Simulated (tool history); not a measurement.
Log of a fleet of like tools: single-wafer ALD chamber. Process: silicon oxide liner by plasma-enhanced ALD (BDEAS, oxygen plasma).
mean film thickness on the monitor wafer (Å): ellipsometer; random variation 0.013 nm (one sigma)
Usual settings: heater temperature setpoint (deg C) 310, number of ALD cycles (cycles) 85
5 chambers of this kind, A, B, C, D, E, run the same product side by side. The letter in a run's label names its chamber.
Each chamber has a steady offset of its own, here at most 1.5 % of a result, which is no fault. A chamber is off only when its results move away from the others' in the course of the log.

run	hour	heater temperature setpoint (deg C)	number of ALD cycles (cycles)	read-back reference wafer on the same gauge, thickness_nm	mean film thickness on the monitor wafer (Å)
1C	13.7	310	85	6.4891	78.733
2E	28.1	310	85	6.4863	79.063
3B	41.5	310	85	6.4864	78.181
4A	49.3	310	85	6.4874	77.382
5D	57.6	310	85	6.4872	77.628
6B	70.9	310	85	6.4838	78.381
7A	82.3	310	95	6.4823	86.412
8D	95.3	310	95	6.4826	86.935
9E	102.2	310	95	6.4802	88.167
10C	115.4	310	95	6.4816	87.855
11D	129.9	310	95	6.4783	86.654
12B	140.1	310	85	6.4773	78.168
13E	149.6	310	85	6.4776	78.892
14C	163.7	302	94	6.4748	87.866
15A	175.7	302	94	6.4742	86.199
16B	186.1	302	94	6.4728	87.513
17C	196.4	302	94	6.4715	88.025
18A	208.4	302	94	6.4742	86.349
19D	216.7	317	79	6.4691	71.331
20E	226.4	317	79	6.4677	72.469
21A	238.7	317	79	6.4698	71.024
22C	250.5	317	79	6.4654	72.136
23D	260.4	317	79	6.4658	71.237
24B	272.2	310	85	6.4662	78.12
25E	283.6	297	85	6.465	80.889
26D	292.6	297	85	6.4629	79.561
27C	307.7	297	85	6.4594	80.214
28B	322.6	297	85	6.46	80.062
29A	331	297	85	6.4615	78.74
30E	343.5	310	85	6.4604	78.311
31C	351.7	310	85	6.4589	78.217
32E	363.5	310	85	6.4568	78.716
33B	375.6	319	85	6.455	76.846
34D	385.7	319	85	6.4516	76.161
35A	399.3	319	85	6.4538	76.113
36D	407.2	319	85	6.4531	76.313
37E	419	319	85	6.4507	77.729
38B	427.2	310	85	6.45	77.862
39C	441	310	85	6.4514	78.168
40A	455.1	310	85	6.4466	76.956
41A	463.7	310	78	6.4456	70.399
42C	471.6	310	78	6.446	71.912

All 5 chambers run these settings next. Forecast each chamber's results:
43A	482.5	310	100		?
43B	482.5	310	100		?
43C	482.5	310	100		?
43D	482.5	310	100		?
43E	482.5	310	100		?

run	mean film thickness on the monitor wafer (Å)
43A	90.408
43B	91.462
43C	91.995
43D	90.984
43E	92.509
